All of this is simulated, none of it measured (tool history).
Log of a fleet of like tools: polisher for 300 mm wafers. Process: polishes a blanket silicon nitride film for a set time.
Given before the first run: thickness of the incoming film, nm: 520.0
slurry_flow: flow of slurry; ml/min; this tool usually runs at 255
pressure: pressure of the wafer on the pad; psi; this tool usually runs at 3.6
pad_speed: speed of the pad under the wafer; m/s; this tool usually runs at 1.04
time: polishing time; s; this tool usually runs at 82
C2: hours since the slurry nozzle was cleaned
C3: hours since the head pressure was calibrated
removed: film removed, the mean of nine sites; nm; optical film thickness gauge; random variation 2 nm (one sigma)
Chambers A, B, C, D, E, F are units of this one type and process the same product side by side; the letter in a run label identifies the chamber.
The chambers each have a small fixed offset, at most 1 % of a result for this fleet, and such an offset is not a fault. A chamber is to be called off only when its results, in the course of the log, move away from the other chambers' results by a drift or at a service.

{"hour": 9.5, "done": "chamber F: worn pad replaced by a new one"}
{"run": "1F", "hour": 9.8, "slurry_flow": 255, "pressure": 3.6, "pad_speed": 1.04, "time": 82, "wafers polished on this pad": 5, "C2": 269.2, "C3": 688.1, "removed": 169.24}
{"run": "2E", "hour": 19.2, "slurry_flow": 255, "pressure": 3.6, "pad_speed": 1.04, "time": 82, "wafers polished on this pad": 799, "C2": 842.3, "C3": 619.7, "removed": 171.45}
{"hour": 21.3, "done": "chamber A: head pressure recalibrated"}
{"hour": 22.7, "done": "chamber F: slurry nozzle cleaned"}
{"run": "3C", "hour": 23.7, "slurry_flow": 255, "pressure": 3.6, "pad_speed": 1.04, "time": 82, "wafers polished on this pad": 676, "C2": 192.8, "C3": 667.1, "removed": 169.61}
{"hour": 24.9, "done": "chamber B: worn pad replaced by a new one"}
{"hour": 29.5, "done": "chamber E: worn pad replaced by a new one"}
{"run": "4B", "hour": 30.8, "slurry_flow": 255, "pressure": 3.6, "pad_speed": 1.04, "time": 82, "wafers polished on this pad": 87, "C2": 108.3, "C3": 600.1, "removed": 170.09}
{"hour": 36.9, "done": "chamber A: worn pad replaced by a new one"}
{"hour": 38.0, "done": "chamber D: worn pad replaced by a new one"}
{"run": "5A", "hour": 39.7, "slurry_flow": 255, "pressure": 3.6, "pad_speed": 1.04, "time": 82, "wafers polished on this pad": 42, "C2": 177.5, "C3": 18.5, "removed": 168.39}
{"hour": 44.1, "done": "chamber E: slurry nozzle cleaned"}
{"run": "6D", "hour": 45.3, "slurry_flow": 255, "pressure": 3.6, "pad_speed": 1.04, "time": 82, "wafers polished on this pad": 106, "C2": 375.7, "C3": 446.8, "removed": 171.39}
{"hour": 49.7, "done": "chamber D: head pressure recalibrated"}
{"run": "7E", "hour": 53.3, "slurry_flow": 255, "pressure": 3.6, "pad_speed": 1.04, "time": 82, "wafers polished on this pad": 349, "C2": 9.3, "C3": 653.8, "removed": 171.25}
{"run": "8A", "hour": 59.5, "slurry_flow": 255, "pressure": 2.8, "pad_speed": 1.04, "time": 66, "wafers polished on this pad": 331, "C2": 197.3, "C3": 38.3, "removed": 104.91}
{"run": "9B", "hour": 67.5, "slurry_flow": 255, "pressure": 2.8, "pad_speed": 1.04, "time": 66, "wafers polished on this pad": 624, "C2": 145, "C3": 636.8, "removed": 105.69}
{"run": "10D", "hour": 77.4, "slurry_flow": 255, "pressure": 2.8, "pad_speed": 1.04, "time": 66, "wafers polished on this pad": 576, "C2": 407.8, "C3": 27.7, "removed": 108.73}
{"hour": 80.6, "done": "chamber F: worn pad replaced by a new one"}
{"run": "11C", "hour": 86.2, "slurry_flow": 255, "pressure": 2.8, "pad_speed": 1.04, "time": 66, "wafers polished on this pad": 1590, "C2": 255.3, "C3": 729.6, "removed": 107.25}
{"run": "12F", "hour": 91.7, "slurry_flow": 255, "pressure": 2.8, "pad_speed": 1.04, "time": 66, "wafers polished on this pad": 162, "C2": 69, "C3": 770, "removed": 107.41}
{"hour": 94.5, "done": "chamber B: worn pad replaced by a new one"}
{"run": "13A", "hour": 96.7, "slurry_flow": 255, "pressure": 2.8, "pad_speed": 1.04, "time": 66, "wafers polished on this pad": 875, "C2": 234.5, "C3": 75.5, "removed": 105.23}
{"hour": 97.4, "done": "chamber E: worn pad replaced by a new one"}
{"hour": 102.7, "done": "chamber A: worn pad replaced by a new one"}
{"run": "14C", "hour": 105.9, "slurry_flow": 195, "pressure": 3.6, "pad_speed": 1.04, "time": 82, "wafers polished on this pad": 1878, "C2": 275, "C3": 749.3, "removed": 164.53}
{"run": "15D", "hour": 112.2, "slurry_flow": 195, "pressure": 3.6, "pad_speed": 1.04, "time": 82, "wafers polished on this pad": 1085, "C2": 442.6, "C3": 62.5, "removed": 165.1}
{"run": "16E", "hour": 121.5, "slurry_flow": 195, "pressure": 3.6, "pad_speed": 1.04, "time": 82, "wafers polished on this pad": 353, "C2": 77.5, "C3": 722, "removed": 166.95}
{"run": "17B", "hour": 128.5, "slurry_flow": 195, "pressure": 3.6, "pad_speed": 1.04, "time": 82, "wafers polished on this pad": 498, "C2": 206, "C3": 697.8, "removed": 167.7}
{"hour": 131.8, "done": "chamber D: worn pad replaced by a new one"}
{"run": "18F", "hour": 137.1, "slurry_flow": 195, "pressure": 3.6, "pad_speed": 1.04, "time": 82, "wafers polished on this pad": 826, "C2": 114.4, "C3": 815.4, "removed": 165.6}
{"run": "19B", "hour": 143.2, "slurry_flow": 195, "pressure": 3.6, "pad_speed": 1.04, "time": 82, "wafers polished on this pad": 713, "C2": 220.7, "C3": 712.5, "removed": 168.68}
{"hour": 147.2, "done": "chamber B: worn pad replaced by a new one"}
{"run": "20A", "hour": 153.1, "slurry_flow": 255, "pressure": 3.6, "pad_speed": 1.04, "time": 82, "wafers polished on this pad": 738, "C2": 290.9, "C3": 131.9, "removed": 165.97}
{"hour": 155.9, "done": "chamber E: worn pad replaced by a new one"}
{"hour": 159.3, "done": "chamber A: worn pad replaced by a new one"}
{"run": "21C", "hour": 159.4, "slurry_flow": 255, "pressure": 3.6, "pad_speed": 1.04, "time": 82, "wafers polished on this pad": 2661, "C2": 328.5, "C3": 802.8, "removed": 169.66}
{"hour": 159.9, "done": "chamber F: worn pad replaced by a new one"}
{"run": "22F", "hour": 167.3, "slurry_flow": 255, "pressure": 3.6, "pad_speed": 1.04, "time": 82, "wafers polished on this pad": 108, "C2": 144.6, "C3": 845.6, "removed": 168.52}
{"hour": 173.3, "done": "chamber C: head pressure recalibrated"}
{"run": "23E", "hour": 177.3, "slurry_flow": 255, "pressure": 3.6, "pad_speed": 1.04, "time": 82, "wafers polished on this pad": 313, "C2": 133.3, "C3": 777.8, "removed": 171.82}
{"run": "24D", "hour": 184.1, "slurry_flow": 255, "pressure": 3.6, "pad_speed": 1.04, "time": 82, "wafers polished on this pad": 765, "C2": 514.5, "C3": 134.4, "removed": 166.21}
{"run": "25D", "hour": 189.7, "slurry_flow": 255, "pressure": 3.6, "pad_speed": 1.04, "time": 82, "wafers polished on this pad": 847, "C2": 520.1, "C3": 140, "removed": 169.67}
{"run": "26C", "hour": 194.8, "slurry_flow": 255, "pressure": 3.6, "pad_speed": 1.04, "time": 82, "wafers polished on this pad": 3179, "C2": 363.9, "C3": 21.6, "removed": 164.57}
{"run": "27A", "hour": 201.6, "slurry_flow": 255, "pressure": 3.6, "pad_speed": 1.04, "time": 82, "wafers polished on this pad": 619, "C2": 339.4, "C3": 180.4, "removed": 170.31}
{"run": "28B", "hour": 206.6, "slurry_flow": 255, "pressure": 3.6, "pad_speed": 1.04, "time": 82, "wafers polished on this pad": 870, "C2": 284.1, "C3": 775.9, "removed": 171.05}
{"hour": 213.5, "done": "chamber B: worn pad replaced by a new one"}
{"run": "29E", "hour": 213.8, "slurry_flow": 255, "pressure": 3.6, "pad_speed": 1.04, "time": 82, "wafers polished on this pad": 846, "C2": 169.8, "C3": 814.3, "removed": 166.25}
{"hour": 214.9, "done": "chamber A: worn pad replaced by a new one"}
{"hour": 220.3, "done": "chamber D: worn pad replaced by a new one"}
{"run": "30F", "hour": 220.9, "slurry_flow": 255, "pressure": 3.6, "pad_speed": 1.04, "time": 82, "wafers polished on this pad": 892, "C2": 198.2, "C3": 899.2, "removed": 173.13}
{"hour": 223.8, "done": "chamber E: worn pad replaced by a new one"}
{"run": "31C", "hour": 228.0, "slurry_flow": 255, "pressure": 3.6, "pad_speed": 1.04, "time": 82, "wafers polished on this pad": 3664, "C2": 397.1, "C3": 54.8, "removed": 164.7}
{"hour": 229.8, "done": "chamber F: worn pad replaced by a new one"}
{"run": "32E", "hour": 236.0, "slurry_flow": 255, "pressure": 3.6, "pad_speed": 1.04, "time": 82, "wafers polished on this pad": 179, "C2": 192, "C3": 836.5, "removed": 168.45}
{"run": "33B", "hour": 240.8, "slurry_flow": 255, "pressure": 3.6, "pad_speed": 1.04, "time": 82, "wafers polished on this pad": 400, "C2": 318.3, "C3": 810.1, "removed": 172.99}
{"run": "34F", "hour": 249.3, "slurry_flow": 255, "pressure": 3.6, "pad_speed": 1.04, "time": 82, "wafers polished on this pad": 285, "C2": 226.6, "C3": 927.6, "removed": 168.86}
{"hour": 256.3, "done": "chamber E: head pressure recalibrated"}
{"run": "35D", "hour": 259.0, "slurry_flow": 255, "pressure": 3.6, "pad_speed": 1.04, "time": 82, "wafers polished on this pad": 567, "C2": 589.4, "C3": 209.3, "removed": 168.24}
{"run": "36A", "hour": 263.5, "slurry_flow": 255, "pressure": 3.6, "pad_speed": 1.04, "time": 82, "wafers polished on this pad": 711, "C2": 401.3, "C3": 242.3, "removed": 170.79}
{"run": "37F", "hour": 270.5, "slurry_flow": 255, "pressure": 3.6, "pad_speed": 1.04, "time": 82, "wafers polished on this pad": 595, "C2": 247.8, "C3": 948.8, "removed": 169.93}
{"hour": 272.1, "done": "chamber B: worn pad replaced by a new one"}
{"hour": 275.1, "done": "chamber A: worn pad replaced by a new one"}
{"hour": 278.8, "done": "chamber E: worn pad replaced by a new one"}
{"run": "38A", "hour": 278.8, "slurry_flow": 255, "pressure": 3.6, "pad_speed": 1.04, "time": 82, "wafers polished on this pad": 55, "C2": 416.6, "C3": 257.6, "removed": 166.07}
{"run": "39B", "hour": 286.8, "slurry_flow": 255, "pressure": 3.6, "pad_speed": 1.04, "time": 82, "wafers polished on this pad": 215, "C2": 364.3, "C3": 856.1, "removed": 167.14}
{"run": "40C", "hour": 297.0, "slurry_flow": 255, "pressure": 3.6, "pad_speed": 1.04, "time": 82, "wafers polished on this pad": 4673, "C2": 466.1, "C3": 123.8, "removed": 157.99}
{"run": "41E", "hour": 306.4, "slurry_flow": 255, "pressure": 3.6, "pad_speed": 1.04, "time": 82, "wafers polished on this pad": 404, "C2": 262.4, "C3": 50.1, "removed": 172.11}

The same settings go to every chamber for the next run, one line per chamber below. Forecast the results for each:
{"run": "42A", "hour": 313.8, "slurry_flow": 255, "pressure": 3.6, "pad_speed": 1.04, "time": 62, "removed": "?"}
{"run": "42B", "hour": 313.8, "slurry_flow": 255, "pressure": 3.6, "pad_speed": 1.04, "time": 62, "removed": "?"}
{"run": "42C", "hour": 313.8, "slurry_flow": 255, "pressure": 3.6, "pad_speed": 1.04, "time": 62, "removed": "?"}
{"run": "42D", "hour": 313.8, "slurry_flow": 255, "pressure": 3.6, "pad_speed": 1.04, "time": 62, "removed": "?"}
{"run": "42E", "hour": 313.8, "slurry_flow": 255, "pressure": 3.6, "pad_speed": 1.04, "time": 62, "removed": "?"}
{"run": "42F", "hour": 313.8, "slurry_flow": 255, "pressure": 3.6, "pad_speed": 1.04, "time": 62, "removed": "?"}

run=42A removed=125.54
run=42B removed=129.95
run=42C removed=122.03
run=42D removed=129.76
run=42E removed=131.77
run=42F removed=127.78
